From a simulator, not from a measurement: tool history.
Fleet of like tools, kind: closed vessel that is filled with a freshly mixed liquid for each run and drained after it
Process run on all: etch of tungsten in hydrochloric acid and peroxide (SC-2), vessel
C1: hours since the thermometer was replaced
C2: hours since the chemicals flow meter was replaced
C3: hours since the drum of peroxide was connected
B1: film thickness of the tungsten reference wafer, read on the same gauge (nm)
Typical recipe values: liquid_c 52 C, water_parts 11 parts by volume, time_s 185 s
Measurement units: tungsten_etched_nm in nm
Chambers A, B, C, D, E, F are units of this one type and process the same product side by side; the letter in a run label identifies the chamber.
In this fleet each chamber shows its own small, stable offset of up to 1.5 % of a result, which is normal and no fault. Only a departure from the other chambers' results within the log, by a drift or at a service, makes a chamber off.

Run 1B, day 0.192: usual settings; C1 1978.9; C2 347.1; C3 1282.1; B1 80.016. Result: tungsten_etched_nm 43.817 nm.
Run 2A, day 0.371: usual settings; C1 1124.5; C2 117.7; C3 231.9; B1 80.011. Result: tungsten_etched_nm 43.913 nm.
Run 3F, day 0.529: usual settings; C1 24.3; C2 611.5; C3 734.9; B1 80.031. Result: tungsten_etched_nm 43.311 nm.
Run 4C, day 0.738: usual settings; C1 63.2; C2 1393.4; C3 1040.2; B1 80.004. Result: tungsten_etched_nm 43.457 nm.
Run 5E, day 0.862: usual settings but time_s 125 s; C1 755.2; C2 305; C3 54; B1 80.004. Result: tungsten_etched_nm 29.222 nm.
Run 6D, day 1.046: usual settings but time_s 125 s; C1 1020.3; C2 672.7; C3 186; B1 80.01. Result: tungsten_etched_nm 29.032 nm.
Run 7D, day 1.142: usual settings but time_s 125 s; C1 1022.6; C2 675; C3 188.3; B1 79.982. Result: tungsten_etched_nm 29.257 nm.
Run 8A, day 1.271: usual settings but time_s 125 s; C1 1146.1; C2 139.3; C3 253.5; B1 80.021. Result: tungsten_etched_nm 29.378 nm.
Run 9F, day 1.396: usual settings but time_s 125 s; C1 45.1; C2 632.3; C3 755.7; B1 79.989. Result: tungsten_etched_nm 29.133 nm.
Run 10B, day 1.542: usual settings but time_s 125 s; C1 2011.3; C2 379.5; C3 1314.5; B1 80.015. Result: tungsten_etched_nm 29.64 nm.
Run 11E, day 1.696: usual settings; C1 775.2; C2 325; C3 74; B1 80.017. Result: tungsten_etched_nm 43.324 nm.
Run 12C, day 1.804: usual settings but time_s 100 s; C1 88.8; C2 1419; C3 1065.8; B1 79.989. Result: tungsten_etched_nm 23.619 nm.
Run 13E, day 1.929: usual settings but time_s 100 s; C1 780.8; C2 330.6; C3 79.6; B1 80.003. Result: tungsten_etched_nm 23.494 nm.
Run 14C, day 2.138: usual settings but time_s 100 s; C1 96.8; C2 1427; C3 1073.8; B1 79.989. Result: tungsten_etched_nm 23.507 nm.
Run 15F, day 2.296: usual settings but time_s 100 s; C1 66.7; C2 653.9; C3 777.3; B1 80.03. Result: tungsten_etched_nm 23.414 nm.
At day 2.421: chamber A: thermometer replaced.
Run 16B, day 2.425: usual settings but time_s 100 s; C1 2032.5; C2 400.7; C3 1335.7; B1 80.013. Result: tungsten_etched_nm 23.519 nm.
Run 17D, day 2.633: usual settings but time_s 100 s; C1 1058.4; C2 710.8; C3 224.1; B1 79.994. Result: tungsten_etched_nm 23.42 nm.
Run 18A, day 2.846: usual settings; C1 10.3; C2 177.1; C3 291.3; B1 79.997. Result: tungsten_etched_nm 43.354 nm.
Run 19B, day 2.996: usual settings; C1 2046.2; C2 414.4; C3 1349.4; B1 80.017. Result: tungsten_etched_nm 44.182 nm.
Run 20F, day 3.146: usual settings; C1 87.1; C2 674.3; C3 797.7; B1 79.995. Result: tungsten_etched_nm 43.284 nm.
Run 21C, day 3.338: usual settings; C1 125.6; C2 1455.8; C3 1102.6; B1 80.021. Result: tungsten_etched_nm 43.466 nm.
Run 22A, day 3.529: usual settings; C1 26.7; C2 193.5; C3 307.7; B1 80.016. Result: tungsten_etched_nm 43.328 nm.
Run 23D, day 3.704: usual settings; C1 1084.1; C2 736.5; C3 249.8; B1 79.969. Result: tungsten_etched_nm 43.422 nm.
At day 3.779: chamber C: new drum of peroxide connected.
Run 24E, day 3.9: usual settings; C1 828.1; C2 377.9; C3 126.9; B1 79.972. Result: tungsten_etched_nm 43.067 nm.
Run 25B, day 4.029: usual settings; C1 2071; C2 439.2; C3 1374.2; B1 80.001. Result: tungsten_etched_nm 43.924 nm.
Run 26D, day 4.179: usual settings; C1 1095.5; C2 747.9; C3 261.2; B1 79.989. Result: tungsten_etched_nm 43.333 nm.
Run 27E, day 4.321: usual settings; C1 838.2; C2 388; C3 137; B1 80.011. Result: tungsten_etched_nm 43.473 nm.
Run 28F, day 4.508: usual settings; C1 119.8; C2 707; C3 830.4; B1 79.974. Result: tungsten_etched_nm 43.265 nm.
Run 29A, day 4.717: usual settings but liquid_c 46 C; C1 55.2; C2 222; C3 336.2; B1 80.021. Result: tungsten_etched_nm 29.144 nm.
Run 30C, day 4.892: usual settings but liquid_c 46 C; C1 162.9; C2 1493.1; C3 26.8; B1 80.012. Result: tungsten_etched_nm 29.114 nm.
Run 31C, day 5.088: usual settings but liquid_c 46 C; C1 167.6; C2 1497.8; C3 31.5; B1 80.006. Result: tungsten_etched_nm 29.296 nm.
Run 32A, day 5.254: usual settings but liquid_c 46 C; C1 68.1; C2 234.9; C3 349.1; B1 79.97. Result: tungsten_etched_nm 28.901 nm.
Run 33D, day 5.408: usual settings but liquid_c 46 C; C1 1125; C2 777.4; C3 290.7; B1 79.994. Result: tungsten_etched_nm 29.102 nm.
Run 34E, day 5.55: usual settings but liquid_c 46 C; C1 867.7; C2 417.5; C3 166.5; B1 79.982. Result: tungsten_etched_nm 29.217 nm.
Run 35F, day 5.658: usual settings; C1 147.4; C2 734.6; C3 858; B1 80.02. Result: tungsten_etched_nm 43.022 nm.
Run 36B, day 5.812: usual settings; C1 2113.8; C2 482; C3 1417; B1 79.979. Result: tungsten_etched_nm 43.917 nm.
Run 37E, day 5.904: usual settings; C1 876.2; C2 426; C3 175; B1 80.007. Result: tungsten_etched_nm 43.361 nm.
Run 38D, day 6.096: usual settings; C1 1141.5; C2 793.9; C3 307.2; B1 80.028. Result: tungsten_etched_nm 43.021 nm.

Next, all 6 chambers run the settings below, one line each with question marks for the results. What does each chamber give?
Run 39A, day 6.246: usual settings. Result: tungsten_etched_nm ?.
Run 39B, day 6.246: usual settings. Result: tungsten_etched_nm ?.
Run 39C, day 6.246: usual settings. Result: tungsten_etched_nm ?.
Run 39D, day 6.246: usual settings. Result: tungsten_etched_nm ?.
Run 39E, day 6.246: usual settings. Result: tungsten_etched_nm ?.
Run 39F, day 6.246: usual settings. Result: tungsten_etched_nm ?.

run  tungsten_etched_nm
39A              43.944
39B              43.538
39C              43.591
39D              42.958
39E               43.17
39F              43.262
